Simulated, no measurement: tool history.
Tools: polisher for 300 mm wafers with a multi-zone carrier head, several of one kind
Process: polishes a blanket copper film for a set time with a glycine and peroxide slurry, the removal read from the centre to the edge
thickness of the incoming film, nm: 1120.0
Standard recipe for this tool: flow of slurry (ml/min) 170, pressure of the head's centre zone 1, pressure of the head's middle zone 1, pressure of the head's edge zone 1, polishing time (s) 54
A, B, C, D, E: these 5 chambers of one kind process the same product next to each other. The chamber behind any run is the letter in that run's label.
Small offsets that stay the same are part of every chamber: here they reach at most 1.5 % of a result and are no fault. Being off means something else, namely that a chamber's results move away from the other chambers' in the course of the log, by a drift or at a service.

run,day,flow of slurry (ml/min),pressure of the head's centre zone,pressure of the head's middle zone,pressure of the head's edge zone,polishing time (s),film removed at the wafer's centre (Å),film removed at mid-radius (Å),film removed at the wafer's edge (Å)
# day 0.104: chamber D: centre zone pressure recalibrated
# day 0.333: chamber D: worn pad replaced by a new one
# day 0.354: chamber C: worn pad replaced by a new one
1B,0.429,170,1,1,1,54,2892.4,3009.1,2974.1
# day 0.804: chamber B: worn pad replaced by a new one
2C,0.962,170,1,1,1,54,2897.3,2908.5,2990.1
3A,1.379,170,1,1,1,54,2997.5,2949.8,2960.8
4D,1.683,170,1,1,1,54,2958.9,2981.4,2902
# day 1.692: chamber C: centre zone pressure recalibrated
5E,2.192,170,1,1,1,54,2944.4,2975,2955
# day 2.383: chamber C: slurry nozzle cleaned
6D,2.796,170,1,1,1,54,2989.5,2997.8,2875.4
# day 3.138: chamber E: slurry nozzle cleaned
# day 3.146: chamber A: worn pad replaced by a new one
7B,3.379,170,1.09,1,1,54,3211.5,2964,3015.3
# day 3.467: chamber B: centre zone pressure recalibrated
# day 3.604: chamber E: worn pad replaced by a new one
8E,3.712,170,1.09,1,1,54,3359.1,2950.8,2953
9C,4.292,170,1.09,1,1,54,3317,2870.1,3022.6
# day 4.379: chamber C: worn pad replaced by a new one
10A,4.721,170,1.09,1,1,54,3217.2,2966.9,2937.5
# day 4.808: chamber D: worn pad replaced by a new one
# day 4.883: chamber A: centre zone pressure recalibrated
11B,5.004,170,1.09,1,1,54,3352.3,2904.7,2945.5
12E,5.471,170,1,1,1,54,2991.2,2943.7,2999.8
# day 5.617: chamber B: worn pad replaced by a new one
13C,5.754,120,1,1,1,63,3206.3,3147.9,3373.2
14A,6.338,120,1,1,1,63,3215.7,3225.5,3191.7
15D,6.733,120,1,1,1,63,3209.2,3214.9,3262
16C,7.079,120,1,1,1,63,3139.6,3218.4,3335.6
# day 7.212: chamber A: worn pad replaced by a new one
# day 7.362: chamber E: worn pad replaced by a new one
17E,7.458,120,1,1,1,63,3168.9,3281.8,3182.3
18B,7.862,170,1,1,1,54,2962,2946.2,2943.2
19D,8.154,170,1,1,1,54,3015.8,2979.2,2987
20A,8.675,170,1,1,1,54,2945.5,2954.2,2912.6
# day 8.683: chamber C: worn pad replaced by a new one
# day 8.929: chamber D: worn pad replaced by a new one
21E,9.192,170,1,1,1,54,2990.5,2962.6,2986
22B,9.517,170,0.93,1,0.94,54,2729.6,2903.8,2854.7
23D,10.038,170,0.93,1,0.94,54,2786.9,2940.4,2906
# day 10.325: chamber B: worn pad replaced by a new one
24A,10.571,170,0.93,1,0.94,54,2761.7,2988.6,2831.3
# day 10.775: chamber E: slurry nozzle cleaned
25C,11.042,170,0.93,1,0.94,54,2686.9,2938.4,2948.1
# day 11.121: chamber A: worn pad replaced by a new one
26D,11.338,170,0.93,1,0.94,54,2764.6,2913.3,2882.6
27E,11.85,170,1,1,1,54,3044.2,2909.8,2861.5
# day 11.875: chamber E: worn pad replaced by a new one
28B,12.167,170,1,1,1,54,2928.9,2964,2987.6
29C,12.446,170,1,1.05,1,54,2985,3092.2,3091.3
30A,12.892,170,1,1.05,1,54,2946.1,3128,2969.1
# day 13.05: chamber C: worn pad replaced by a new one
31D,13.192,170,1,1.05,1,54,2964.8,3134.3,2909.5
32C,13.562,170,1,1.05,1,54,2976.4,2986.9,2995.3
# day 13.692: chamber D: worn pad replaced by a new one
33B,13.858,170,1,1.05,1,54,2962.1,3102.6,2942.3
34A,14.429,170,1,1,1,54,3006.1,2989.1,2954.2
# day 14.462: chamber B: worn pad replaced by a new one
35E,14.696,170,1.09,1,1.1,54,3198,3000,3083
# day 14.979: chamber A: worn pad replaced by a new one
36D,15.196,170,1.09,1,1.1,54,3269.9,2956.1,3078.3
37A,15.608,170,1.09,1,1.1,54,3319.5,2955.9,3136.2
# day 15.725: chamber E: worn pad replaced by a new one
# day 15.804: chamber C: slurry nozzle cleaned
38C,16.162,170,1.09,1,1.1,54,3264,3025.9,3133.6
39E,16.429,170,1.09,1,1.1,54,3257,2996.4,3095.8
40B,16.767,170,1,1,1,54,2954,2895.3,2937.3
41E,17.288,170,1,1,1,54,3013.5,2954.6,2965.6
42A,17.754,170,1,1,1,54,2992.8,2991.3,2947.8
43B,18.283,170,0.95,0.91,1,54,2709.6,2754.7,2988.3
# day 18.617: chamber D: worn pad replaced by a new one
44D,18.712,170,0.95,0.91,1,54,2820.9,2720.4,2981.5

Read the log: is a single chamber off, either drifting away or since a service, is the gauge that measures every chamber drifting, or is nothing wrong beyond small per-chamber offsets? Name any odd chamber and what most likely caused it.

Neither any chamber nor the gauge drifts; the chambers differ only by their own small, steady offsets.
